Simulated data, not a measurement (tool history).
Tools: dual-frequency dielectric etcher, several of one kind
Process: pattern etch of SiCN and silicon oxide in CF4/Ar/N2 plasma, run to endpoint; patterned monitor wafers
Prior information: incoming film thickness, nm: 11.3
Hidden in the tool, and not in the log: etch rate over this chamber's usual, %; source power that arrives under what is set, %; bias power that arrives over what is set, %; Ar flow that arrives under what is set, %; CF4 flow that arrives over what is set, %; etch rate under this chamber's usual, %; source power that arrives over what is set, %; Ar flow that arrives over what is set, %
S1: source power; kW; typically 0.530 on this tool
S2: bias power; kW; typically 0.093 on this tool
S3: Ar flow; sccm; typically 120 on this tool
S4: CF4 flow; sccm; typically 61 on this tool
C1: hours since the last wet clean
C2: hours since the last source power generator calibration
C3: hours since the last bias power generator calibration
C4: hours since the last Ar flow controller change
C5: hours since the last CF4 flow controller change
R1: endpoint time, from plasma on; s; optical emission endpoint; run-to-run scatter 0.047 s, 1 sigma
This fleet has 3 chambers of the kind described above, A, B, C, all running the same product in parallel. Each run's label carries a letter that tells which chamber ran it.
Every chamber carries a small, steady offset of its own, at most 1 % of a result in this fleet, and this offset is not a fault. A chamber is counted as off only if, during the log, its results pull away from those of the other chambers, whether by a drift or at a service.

| run | hour | S1 | S2 | S3 | S4 | C1 | C2 | C3 | C4 | C5 | R1 |
|---|---|---|---|---|---|---|---|---|---|---|---|
|  | 3.0 | chamber A: CF4 flow controller replaced |
| 1B | 6.3 | 0.530 | 0.093 | 120 | 61 | 101.0 | 3340.2 | 1114.9 | 4281.8 | 388.0 | 10.8050 |
| 2C | 13.2 | 0.530 | 0.093 | 120 | 61 | 378.7 | 3142.8 | 121.5 | 400.6 | 526.6 | 11.0010 |
| 3A | 19.9 | 0.530 | 0.093 | 120 | 61 | 353.3 | 1242.6 | 2130.1 | 3039.3 | 17.0 | 10.8840 |
| 4C | 27.0 | 0.530 | 0.093 | 120 | 61 | 392.5 | 3156.6 | 135.3 | 414.4 | 540.4 | 11.0320 |
|  | 33.9 | chamber A: wet clean of the chamber |
| 5B | 35.2 | 0.530 | 0.093 | 120 | 61 | 129.9 | 3369.1 | 1143.8 | 4310.7 | 416.9 | 10.9060 |
| 6A | 40.1 | 0.530 | 0.093 | 120 | 61 | 6.3 | 1262.8 | 2150.3 | 3059.5 | 37.2 | 10.9400 |
| 7C | 46.3 | 0.530 | 0.093 | 120 | 61 | 411.8 | 3175.9 | 154.6 | 433.7 | 559.7 | 11.0900 |
| 8B | 50.9 | 0.530 | 0.093 | 120 | 61 | 145.6 | 3384.8 | 1159.5 | 4326.4 | 432.6 | 10.8380 |
|  | 52.2 | chamber C: wet clean of the chamber |
| 9A | 57.0 | 0.530 | 0.093 | 120 | 61 | 23.2 | 1279.7 | 2167.2 | 3076.4 | 54.1 | 11.1410 |
| 10A | 64.8 | 0.610 | 0.093 | 120 | 75 | 31.0 | 1287.5 | 2175.0 | 3084.2 | 61.9 | 9.5581 |
|  | 72.1 | chamber C: source power generator calibrated |
| 11B | 72.1 | 0.610 | 0.093 | 120 | 75 | 166.8 | 3406.0 | 1180.7 | 4347.6 | 453.8 | 9.3277 |
| 12C | 77.4 | 0.610 | 0.093 | 120 | 75 | 25.2 | 5.4 | 185.7 | 464.8 | 590.8 | 9.4168 |
| 13A | 84.7 | 0.530 | 0.093 | 120 | 61 | 50.9 | 1307.4 | 2194.9 | 3104.1 | 81.8 | 11.2640 |
| 14C | 89.6 | 0.530 | 0.093 | 120 | 61 | 37.4 | 17.6 | 197.9 | 477.0 | 603.0 | 10.9330 |
| 15B | 98.1 | 0.530 | 0.093 | 120 | 61 | 192.8 | 3432.0 | 1206.7 | 4373.6 | 479.8 | 10.8960 |
| 16C | 106.6 | 0.530 | 0.109 | 131 | 61 | 54.4 | 34.6 | 214.9 | 494.0 | 620.0 | 10.4900 |
| 17A | 111.4 | 0.530 | 0.109 | 131 | 61 | 77.6 | 1334.1 | 2221.6 | 3130.8 | 108.5 | 10.6880 |
| 18B | 119.0 | 0.530 | 0.109 | 131 | 61 | 213.7 | 3452.9 | 1227.6 | 4394.5 | 500.7 | 10.4020 |
| 19A | 124.2 | 0.530 | 0.084 | 120 | 72 | 90.4 | 1346.9 | 2234.4 | 3143.6 | 121.3 | 11.4920 |
| 20B | 129.9 | 0.530 | 0.084 | 120 | 72 | 224.6 | 3463.8 | 1238.5 | 4405.4 | 511.6 | 10.9730 |
| 21C | 134.4 | 0.530 | 0.084 | 120 | 72 | 82.2 | 62.4 | 242.7 | 521.8 | 647.8 | 11.0310 |

Each of the 3 chambers runs these same settings next. Fill in every chamber's results:
| 22A | 140.5 | 0.530 | 0.093 | 120 | 53 |  |  |  |  |  | ? |
| 22B | 140.5 | 0.530 | 0.093 | 120 | 53 |  |  |  |  |  | ? |
| 22C | 140.5 | 0.530 | 0.093 | 120 | 53 |  |  |  |  |  | ? |

| run | R1 |
|---|---|
| 22A | 11.6620 |
| 22B | 11.1170 |
| 22C | 11.2750 |
